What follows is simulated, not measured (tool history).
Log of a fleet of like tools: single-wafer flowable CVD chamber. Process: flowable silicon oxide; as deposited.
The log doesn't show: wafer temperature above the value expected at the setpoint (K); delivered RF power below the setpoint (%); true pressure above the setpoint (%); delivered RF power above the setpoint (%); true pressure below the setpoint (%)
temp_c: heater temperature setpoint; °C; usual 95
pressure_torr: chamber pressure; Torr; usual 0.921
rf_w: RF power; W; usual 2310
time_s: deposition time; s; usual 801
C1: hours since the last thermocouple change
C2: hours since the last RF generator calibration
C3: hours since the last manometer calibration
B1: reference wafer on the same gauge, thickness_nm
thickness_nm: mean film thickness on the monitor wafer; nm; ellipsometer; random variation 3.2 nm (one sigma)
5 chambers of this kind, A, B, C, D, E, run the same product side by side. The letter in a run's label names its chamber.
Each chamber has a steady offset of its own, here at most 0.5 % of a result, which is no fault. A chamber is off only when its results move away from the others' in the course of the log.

run 1E hour=3.9 | temp_c=95 pressure_torr=0.921 rf_w=2310 time_s=801 | C1=1274.7 C2=458.9 C3=2287.9 | B1=637.57 | thickness_nm=704.64
run 2A hour=8.7 | temp_c=95 pressure_torr=0.921 rf_w=2310 time_s=801 | C1=1358.7 C2=61.2 C3=769.0 | B1=637.60 | thickness_nm=698.93
run 3D hour=13.3 | temp_c=95 pressure_torr=0.921 rf_w=2310 time_s=801 | C1=1928.1 C2=577.0 C3=667.3 | B1=637.34 | thickness_nm=700.36
run 4C hour=18.6 | temp_c=95 pressure_torr=0.921 rf_w=2310 time_s=801 | C1=472.3 C2=1014.2 C3=556.3 | B1=637.59 | thickness_nm=706.18
run 5B hour=21.6 | temp_c=81 pressure_torr=0.921 rf_w=2310 time_s=801 | C1=1989.9 C2=409.1 C3=1008.3 | B1=638.85 | thickness_nm=1086.60
run 6C hour=24.9 | temp_c=81 pressure_torr=0.921 rf_w=2310 time_s=801 | C1=478.6 C2=1020.5 C3=562.6 | B1=638.25 | thickness_nm=1097.10
run 7B hour=29.0 | temp_c=81 pressure_torr=0.921 rf_w=2310 time_s=801 | C1=1997.3 C2=416.5 C3=1015.7 | B1=637.23 | thickness_nm=1088.30
run 8E hour=31.9 | temp_c=81 pressure_torr=0.921 rf_w=2310 time_s=801 | C1=1302.7 C2=486.9 C3=2315.9 | B1=638.68 | thickness_nm=1086.40
run 9D hour=37.3 | temp_c=81 pressure_torr=0.921 rf_w=2310 time_s=801 | C1=1952.1 C2=601.0 C3=691.3 | B1=638.20 | thickness_nm=1076.30
run 10A hour=40.9 | temp_c=95 pressure_torr=0.921 rf_w=2310 time_s=801 | C1=1390.9 C2=93.4 C3=801.2 | B1=637.58 | thickness_nm=701.46
run 11D hour=43.9 | temp_c=95 pressure_torr=0.921 rf_w=2310 time_s=801 | C1=1958.7 C2=607.6 C3=697.9 | B1=637.82 | thickness_nm=704.62
run 12C hour=49.0 | temp_c=95 pressure_torr=0.921 rf_w=2310 time_s=801 | C1=502.7 C2=1044.6 C3=586.7 | B1=638.19 | thickness_nm=703.24
run 13E hour=52.6 | temp_c=95 pressure_torr=0.921 rf_w=2310 time_s=801 | C1=1323.4 C2=507.6 C3=2336.6 | B1=637.82 | thickness_nm=708.20
run 14B hour=57.0 | temp_c=95 pressure_torr=0.921 rf_w=2310 time_s=801 | C1=2025.3 C2=444.5 C3=1043.7 | B1=638.48 | thickness_nm=700.87
run 15A hour=63.1 | temp_c=95 pressure_torr=0.921 rf_w=2310 time_s=801 | C1=1413.1 C2=115.6 C3=823.4 | B1=638.27 | thickness_nm=707.70
run 16C hour=66.6 | temp_c=95 pressure_torr=0.921 rf_w=2310 time_s=801 | C1=520.3 C2=1062.2 C3=604.3 | B1=637.81 | thickness_nm=700.47
run 17A hour=72.4 | temp_c=95 pressure_torr=0.921 rf_w=2310 time_s=801 | C1=1422.4 C2=124.9 C3=832.7 | B1=638.09 | thickness_nm=706.58
run 18E hour=78.4 | temp_c=95 pressure_torr=0.921 rf_w=2310 time_s=801 | C1=1349.2 C2=533.4 C3=2362.4 | B1=637.85 | thickness_nm=709.35
-- hour=79.7 chamber E: capacitance manometer re-zeroed and calibrated
run 19D hour=84.3 | temp_c=95 pressure_torr=0.921 rf_w=2310 time_s=801 | C1=1999.1 C2=648.0 C3=738.3 | B1=637.95 | thickness_nm=704.77
run 20B hour=90.6 | temp_c=95 pressure_torr=1.015 rf_w=2310 time_s=692 | C1=2058.9 C2=478.1 C3=1077.3 | B1=638.10 | thickness_nm=691.83
run 21E hour=96.4 | temp_c=95 pressure_torr=1.015 rf_w=2310 time_s=692 | C1=1367.2 C2=551.4 C3=16.7 | B1=637.51 | thickness_nm=652.97
run 22D hour=101.8 | temp_c=95 pressure_torr=1.015 rf_w=2310 time_s=692 | C1=2016.6 C2=665.5 C3=755.8 | B1=638.01 | thickness_nm=680.95
run 23C hour=105.3 | temp_c=95 pressure_torr=1.015 rf_w=2310 time_s=692 | C1=559.0 C2=1100.9 C3=643.0 | B1=637.87 | thickness_nm=680.21
run 24B hour=108.5 | temp_c=95 pressure_torr=1.015 rf_w=2310 time_s=692 | C1=2076.8 C2=496.0 C3=1095.2 | B1=637.94 | thickness_nm=687.06
run 25A hour=113.8 | temp_c=95 pressure_torr=0.921 rf_w=2310 time_s=801 | C1=1463.8 C2=166.3 C3=874.1 | B1=637.70 | thickness_nm=703.43
run 26D hour=117.1 | temp_c=95 pressure_torr=0.838 rf_w=2655 time_s=801 | C1=2031.9 C2=680.8 C3=771.1 | B1=637.74 | thickness_nm=637.74
run 27E hour=122.2 | temp_c=95 pressure_torr=0.838 rf_w=2655 time_s=801 | C1=1393.0 C2=577.2 C3=42.5 | B1=637.68 | thickness_nm=604.78
run 28C hour=126.7 | temp_c=95 pressure_torr=0.838 rf_w=2655 time_s=801 | C1=580.4 C2=1122.3 C3=664.4 | B1=637.98 | thickness_nm=636.73
run 29A hour=131.2 | temp_c=95 pressure_torr=0.838 rf_w=2655 time_s=801 | C1=1481.2 C2=183.7 C3=891.5 | B1=637.37 | thickness_nm=645.42
run 30B hour=136.8 | temp_c=95 pressure_torr=0.838 rf_w=2655 time_s=801 | C1=2105.1 C2=524.3 C3=1123.5 | B1=638.14 | thickness_nm=633.79
run 31A hour=142.0 | temp_c=95 pressure_torr=0.921 rf_w=2310 time_s=801 | C1=1492.0 C2=194.5 C3=902.3 | B1=638.19 | thickness_nm=704.46
run 32C hour=147.3 | temp_c=95 pressure_torr=0.921 rf_w=2310 time_s=801 | C1=601.0 C2=1142.9 C3=685.0 | B1=638.21 | thickness_nm=702.63
run 33D hour=150.8 | temp_c=95 pressure_torr=0.921 rf_w=2310 time_s=801 | C1=2065.6 C2=714.5 C3=804.8 | B1=637.62 | thickness_nm=704.19
run 34B hour=154.5 | temp_c=95 pressure_torr=0.921 rf_w=2310 time_s=801 | C1=2122.8 C2=542.0 C3=1141.2 | B1=637.90 | thickness_nm=711.36
run 35E hour=158.2 | temp_c=95 pressure_torr=0.921 rf_w=2310 time_s=801 | C1=1429.0 C2=613.2 C3=78.5 | B1=638.08 | thickness_nm=672.96
run 36E hour=163.6 | temp_c=95 pressure_torr=0.921 rf_w=2310 time_s=801 | C1=1434.4 C2=618.6 C3=83.9 | B1=637.51 | thickness_nm=668.50
run 37D hour=166.9 | temp_c=95 pressure_torr=0.921 rf_w=2310 time_s=801 | C1=2081.7 C2=730.6 C3=820.9 | B1=637.43 | thickness_nm=710.29
run 38C hour=172.1 | temp_c=95 pressure_torr=0.921 rf_w=2310 time_s=865 | C1=625.8 C2=1167.7 C3=709.8 | B1=638.15 | thickness_nm=756.87
run 39A hour=177.3 | temp_c=95 pressure_torr=0.921 rf_w=2310 time_s=865 | C1=1527.3 C2=229.8 C3=937.6 | B1=638.84 | thickness_nm=763.96
run 40B hour=182.3 | temp_c=95 pressure_torr=0.921 rf_w=2310 time_s=865 | C1=2150.6 C2=569.8 C3=1169.0 | B1=637.84 | thickness_nm=759.05
-- hour=184.1 chamber D: thermocouple changed; heater temperature recalibrated
run 41E hour=188.2 | temp_c=95 pressure_torr=0.921 rf_w=2310 time_s=865 | C1=1459.0 C2=643.2 C3=108.5 | B1=638.54 | thickness_nm=729.23
run 42D hour=194.0 | temp_c=95 pressure_torr=0.921 rf_w=2310 time_s=865 | C1=9.9 C2=757.7 C3=848.0 | B1=637.61 | thickness_nm=764.47
run 43C hour=199.2 | temp_c=95 pressure_torr=0.921 rf_w=2310 time_s=801 | C1=652.9 C2=1194.8 C3=736.9 | B1=637.46 | thickness_nm=702.86

Is one chamber off against the others, does the gauge drift, or is nothing wrong? If a chamber is off, say which, and what the likeliest cause is.

A service left chamber E off against the others.
Cause: true pressure below the setpoint (%) = 4.19.

Here are 4 candidates for chamber E's next run, each the usual settings with a change, their results left as question marks. Which one brings its results back in line with what the others give on the usual settings?
In line means no further than this from the other chambers' mean on the usual settings: thickness_nm 11.00 nm
run 44E-1 hour=203.9 | temp_c=95 pressure_torr=0.930 rf_w=2310 time_s=805 | thickness_nm=?
run 44E-2 hour=203.9 | temp_c=94 pressure_torr=0.930 rf_w=2310 time_s=805 | thickness_nm=?
run 44E-3 hour=203.9 | temp_c=95 pressure_torr=0.912 rf_w=2310 time_s=797 | thickness_nm=?
run 44E-4 hour=203.9 | temp_c=96 pressure_torr=0.912 rf_w=2310 time_s=797 | thickness_nm=?

The other chambers' mean on the usual settings: thickness_nm 704.53 nm
run=44E-1 thickness_nm=682.80
run=44E-2 thickness_nm=705.52
run=44E-3 thickness_nm=660.04
run=44E-4 thickness_nm=638.89
44E-2 brings the chamber back in line.

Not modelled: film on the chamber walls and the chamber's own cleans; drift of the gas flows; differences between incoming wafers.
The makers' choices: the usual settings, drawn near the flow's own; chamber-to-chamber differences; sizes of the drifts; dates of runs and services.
